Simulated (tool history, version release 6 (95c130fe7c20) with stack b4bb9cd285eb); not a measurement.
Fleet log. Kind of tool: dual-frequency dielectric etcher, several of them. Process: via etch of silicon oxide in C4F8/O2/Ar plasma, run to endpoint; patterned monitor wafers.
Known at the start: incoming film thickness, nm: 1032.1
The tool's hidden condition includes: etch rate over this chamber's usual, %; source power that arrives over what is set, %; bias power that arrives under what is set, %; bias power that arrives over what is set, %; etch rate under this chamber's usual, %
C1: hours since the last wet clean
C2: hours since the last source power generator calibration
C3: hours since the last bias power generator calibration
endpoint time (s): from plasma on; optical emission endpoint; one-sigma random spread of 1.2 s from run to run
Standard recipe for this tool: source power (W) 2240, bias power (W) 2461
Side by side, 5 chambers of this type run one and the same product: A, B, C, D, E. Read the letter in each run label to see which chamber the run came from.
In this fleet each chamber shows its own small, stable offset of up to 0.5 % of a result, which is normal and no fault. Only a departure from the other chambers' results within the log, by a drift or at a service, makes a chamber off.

{"run": "1C", "hour": 8.0, "source power (W)": 2240, "bias power (W)": 2461, "C1": 111.4, "C2": 1041.1, "C3": 148.0, "endpoint time (s)": 182.3}
{"run": "2B", "hour": 17.1, "source power (W)": 2240, "bias power (W)": 2461, "C1": 602.9, "C2": 2940.2, "C3": 2431.8, "endpoint time (s)": 182.36}
{"run": "3A", "hour": 25.1, "source power (W)": 2240, "bias power (W)": 2461, "C1": 86.5, "C2": 2403.3, "C3": 1222.7, "endpoint time (s)": 184.91}
{"run": "4D", "hour": 34.2, "source power (W)": 2240, "bias power (W)": 2461, "C1": 93.4, "C2": 3909.6, "C3": 2685.2, "endpoint time (s)": 181.69}
{"run": "5E", "hour": 42.7, "source power (W)": 2240, "bias power (W)": 2461, "C1": 384.4, "C2": 2239.5, "C3": 1278.8, "endpoint time (s)": 182.69}
{"run": "6C", "hour": 48.6, "source power (W)": 2240, "bias power (W)": 2461, "C1": 152.0, "C2": 1081.7, "C3": 188.6, "endpoint time (s)": 183.14}
{"run": "7D", "hour": 56.3, "source power (W)": 2240, "bias power (W)": 2461, "C1": 115.5, "C2": 3931.7, "C3": 2707.3, "endpoint time (s)": 186.13}
{"run": "8E", "hour": 62.9, "source power (W)": 2240, "bias power (W)": 2461, "C1": 404.6, "C2": 2259.7, "C3": 1299.0, "endpoint time (s)": 181.99}
{"run": "9A", "hour": 70.7, "source power (W)": 2240, "bias power (W)": 2461, "C1": 132.1, "C2": 2448.9, "C3": 1268.3, "endpoint time (s)": 183.16}
{"run": "10B", "hour": 75.7, "source power (W)": 2240, "bias power (W)": 2965, "C1": 661.5, "C2": 2998.8, "C3": 2490.4, "endpoint time (s)": 170.26}
{"run": "11D", "hour": 81.5, "source power (W)": 2240, "bias power (W)": 2965, "C1": 140.7, "C2": 3956.9, "C3": 2732.5, "endpoint time (s)": 174.59}
{"run": "12C", "hour": 91.3, "source power (W)": 2240, "bias power (W)": 2965, "C1": 194.7, "C2": 1124.4, "C3": 231.3, "endpoint time (s)": 172.05}
{"hour": 98.0, "done": "chamber B: wet clean of the chamber"}
{"run": "13A", "hour": 100.7, "source power (W)": 2240, "bias power (W)": 2965, "C1": 162.1, "C2": 2478.9, "C3": 1298.3, "endpoint time (s)": 173.45}
{"run": "14E", "hour": 105.1, "source power (W)": 2240, "bias power (W)": 2965, "C1": 446.8, "C2": 2301.9, "C3": 1341.2, "endpoint time (s)": 174.03}
{"run": "15B", "hour": 110.6, "source power (W)": 2240, "bias power (W)": 2461, "C1": 12.7, "C2": 3033.7, "C3": 2525.3, "endpoint time (s)": 181.7}
{"run": "16E", "hour": 115.3, "source power (W)": 2240, "bias power (W)": 2461, "C1": 457.0, "C2": 2312.1, "C3": 1351.4, "endpoint time (s)": 182.75}
{"run": "17D", "hour": 122.5, "source power (W)": 2240, "bias power (W)": 2461, "C1": 181.7, "C2": 3997.9, "C3": 2773.5, "endpoint time (s)": 184.71}
{"run": "18B", "hour": 132.0, "source power (W)": 2240, "bias power (W)": 2461, "C1": 34.1, "C2": 3055.1, "C3": 2546.7, "endpoint time (s)": 181.09}
{"run": "19C", "hour": 139.5, "source power (W)": 2240, "bias power (W)": 2461, "C1": 242.9, "C2": 1172.6, "C3": 279.5, "endpoint time (s)": 185.14}
{"run": "20A", "hour": 148.3, "source power (W)": 2240, "bias power (W)": 2461, "C1": 209.7, "C2": 2526.5, "C3": 1345.9, "endpoint time (s)": 184.13}
{"run": "21A", "hour": 157.5, "source power (W)": 2700, "bias power (W)": 2461, "C1": 218.9, "C2": 2535.7, "C3": 1355.1, "endpoint time (s)": 170.06}
{"run": "22E", "hour": 165.0, "source power (W)": 2700, "bias power (W)": 2461, "C1": 506.7, "C2": 2361.8, "C3": 1401.1, "endpoint time (s)": 170.55}
{"run": "23C", "hour": 173.0, "source power (W)": 2700, "bias power (W)": 2461, "C1": 276.4, "C2": 1206.1, "C3": 313.0, "endpoint time (s)": 173.99}
{"run": "24B", "hour": 182.1, "source power (W)": 2700, "bias power (W)": 2461, "C1": 84.2, "C2": 3105.2, "C3": 2596.8, "endpoint time (s)": 170.17}
{"run": "25D", "hour": 188.9, "source power (W)": 2700, "bias power (W)": 2461, "C1": 248.1, "C2": 4064.3, "C3": 2839.9, "endpoint time (s)": 172.22}
{"run": "26C", "hour": 198.1, "source power (W)": 2240, "bias power (W)": 2461, "C1": 301.5, "C2": 1231.2, "C3": 338.1, "endpoint time (s)": 188.82}
{"run": "27A", "hour": 205.4, "source power (W)": 2240, "bias power (W)": 2461, "C1": 266.8, "C2": 2583.6, "C3": 1403.0, "endpoint time (s)": 183.97}
{"hour": 210.7, "done": "chamber E: source power generator calibrated"}
{"run": "28E", "hour": 211.4, "source power (W)": 2240, "bias power (W)": 2461, "C1": 553.1, "C2": 0.8, "C3": 1447.5, "endpoint time (s)": 185.68}
{"run": "29D", "hour": 220.8, "source power (W)": 2240, "bias power (W)": 2461, "C1": 280.0, "C2": 4096.2, "C3": 2871.8, "endpoint time (s)": 185.48}
{"run": "30B", "hour": 227.6, "source power (W)": 2240, "bias power (W)": 2461, "C1": 129.7, "C2": 3150.7, "C3": 2642.3, "endpoint time (s)": 184.51}
{"run": "31D", "hour": 234.1, "source power (W)": 2240, "bias power (W)": 2461, "C1": 293.3, "C2": 4109.5, "C3": 2885.1, "endpoint time (s)": 184.69}
{"run": "32A", "hour": 242.2, "source power (W)": 2240, "bias power (W)": 2461, "C1": 303.6, "C2": 2620.4, "C3": 1439.8, "endpoint time (s)": 183.11}
{"run": "33E", "hour": 249.8, "source power (W)": 2240, "bias power (W)": 2461, "C1": 591.5, "C2": 39.2, "C3": 1485.9, "endpoint time (s)": 182.72}
{"run": "34B", "hour": 254.8, "source power (W)": 2240, "bias power (W)": 2461, "C1": 156.9, "C2": 3177.9, "C3": 2669.5, "endpoint time (s)": 180.44}
{"run": "35C", "hour": 261.4, "source power (W)": 1960, "bias power (W)": 2461, "C1": 364.8, "C2": 1294.5, "C3": 401.4, "endpoint time (s)": 202.15}
{"hour": 264.5, "done": "chamber E: wet clean of the chamber"}
{"run": "36E", "hour": 269.7, "source power (W)": 1960, "bias power (W)": 2461, "C1": 5.2, "C2": 59.1, "C3": 1505.8, "endpoint time (s)": 193.61}
{"run": "37A", "hour": 275.3, "source power (W)": 1960, "bias power (W)": 2461, "C1": 336.7, "C2": 2653.5, "C3": 1472.9, "endpoint time (s)": 191.49}
{"run": "38D", "hour": 282.1, "source power (W)": 1960, "bias power (W)": 2461, "C1": 341.3, "C2": 4157.5, "C3": 2933.1, "endpoint time (s)": 192.94}

Is one chamber out of step, is the gauge drifting, or do the chambers differ by no more than their own small offsets? For an off chamber, give its letter and the likeliest cause.

Chamber C drifts away from the others.
Most likely cause: etch rate under this chamber's usual, % = 5.4.

Here are 4 candidates for chamber C's next run, each the usual settings with a change, their results left as question marks. Which one brings its results back in line with what the others give on the usual settings?
Allowed miss from the other chambers' usual-settings mean, per result, to count as in line: endpoint time (s) 4.30
{"run": "39C-1", "hour": 289.2, "source power (W)": 1950, "bias power (W)": 2461, "endpoint time (s)": "?"}
{"run": "39C-2", "hour": 289.2, "source power (W)": 2240, "bias power (W)": 2885, "endpoint time (s)": "?"}
{"run": "39C-3", "hour": 289.2, "source power (W)": 2270, "bias power (W)": 2489, "endpoint time (s)": "?"}
{"run": "39C-4", "hour": 289.2, "source power (W)": 2210, "bias power (W)": 2433, "endpoint time (s)": "?"}

The mean the other chambers reach with the usual settings: endpoint time (s) 183.37
run=39C-1 endpoint_time_(s)=203.96
run=39C-2 endpoint_time_(s)=183.75
run=39C-3 endpoint_time_(s)=191.22
run=39C-4 endpoint_time_(s)=194.62
39C-2 is the one that brings the chamber's results back in line with the other chambers.
